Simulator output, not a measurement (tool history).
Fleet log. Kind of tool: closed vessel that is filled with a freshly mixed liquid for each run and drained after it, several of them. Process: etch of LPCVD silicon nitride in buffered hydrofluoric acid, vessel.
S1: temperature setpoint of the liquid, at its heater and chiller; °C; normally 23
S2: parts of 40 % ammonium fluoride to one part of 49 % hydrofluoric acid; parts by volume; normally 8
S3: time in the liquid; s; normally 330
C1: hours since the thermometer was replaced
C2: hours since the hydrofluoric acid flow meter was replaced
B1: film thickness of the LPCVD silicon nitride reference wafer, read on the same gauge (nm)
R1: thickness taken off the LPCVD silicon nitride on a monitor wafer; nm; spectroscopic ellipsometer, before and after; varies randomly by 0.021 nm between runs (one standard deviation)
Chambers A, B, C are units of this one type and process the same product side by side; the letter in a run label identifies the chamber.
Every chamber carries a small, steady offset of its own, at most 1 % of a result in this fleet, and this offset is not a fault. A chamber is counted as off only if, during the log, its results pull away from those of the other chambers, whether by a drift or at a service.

run,day,S1,S2,S3,C1,C2,B1,R1
1C,0.35,23,8,330,529.3,509.3,39.984,5.7286
2B,0.629,23,8,330,1206.7,490,40.01,5.7406
3A,1.012,23,8,330,1399.6,279.7,40.005,5.797
4C,1.433,23,8,330,555.3,535.3,39.998,5.7565
5A,1.779,23,8,330,1418,298.1,39.998,5.8098
6B,2.079,23,8,330,1241.5,524.8,40.017,5.7112
7A,2.471,23,8,330,1434.6,314.7,39.989,5.8148
8B,2.767,23,8,330,1258,541.3,39.989,5.7316
9C,2.967,23,8,330,592.1,572.1,40.019,5.7339
10C,3.304,20.5,8,420,600.2,580.2,39.997,6.331
11A,3.733,20.5,8,420,1464.9,345,39.99,6.4151
12B,4.079,20.5,8,420,1289.5,572.8,40.015,6.3251
13A,4.454,23,8,330,1482.2,362.3,39.996,5.8209
# day 4.758: chamber B: hydrofluoric acid flow meter replaced
14C,4.758,23,8,330,635.1,615.1,40.005,5.7665
15B,5.029,23,8,330,1312.3,6.6,39.992,5.7265
16A,5.317,20,8,410,1502.9,383,39.999,6.1255
# day 5.692: chamber B: thermometer replaced
17C,5.733,20,8,410,658.5,638.5,40.02,6.0739
18B,6.129,20,8,410,10.5,33,40.009,6.0626
19C,6.538,23,8,330,677.8,657.8,39.979,5.7377
20A,6.917,23,8,330,1541.3,421.4,39.979,5.7835
21B,7.158,23,8,330,35.2,57.7,40.011,5.7149
22C,7.471,23,8,330,700.2,680.2,40.005,5.7002
23A,7.671,23,8,430,1559.4,439.5,39.973,7.5172
24B,7.975,23,8,430,54.8,77.3,39.999,7.4352
25C,8.296,23,8,430,720,700,40.016,7.4988
26B,8.625,23,8,330,70.4,92.9,40.005,5.7107
27A,8.892,23,6.5,330,1588.7,468.8,39.999,7.2164
28C,9.188,23,6.5,330,741.4,721.4,39.987,7.0855
29B,9.5,23,6.5,330,91.4,113.9,40.009,7.0958
30A,9.842,23,7,475,1611.5,491.6,40,9.6975
31C,10.083,23,7,475,762.9,742.9,40.015,9.5363

Next, all 3 chambers run the settings below, one line each with question marks for the results. What does each chamber give?
32A,10.392,23,8,330,,,,?
32B,10.392,23,8,330,,,,?
32C,10.392,23,8,330,,,,?

run,R1
32A,5.795
32B,5.7521
32C,5.7612
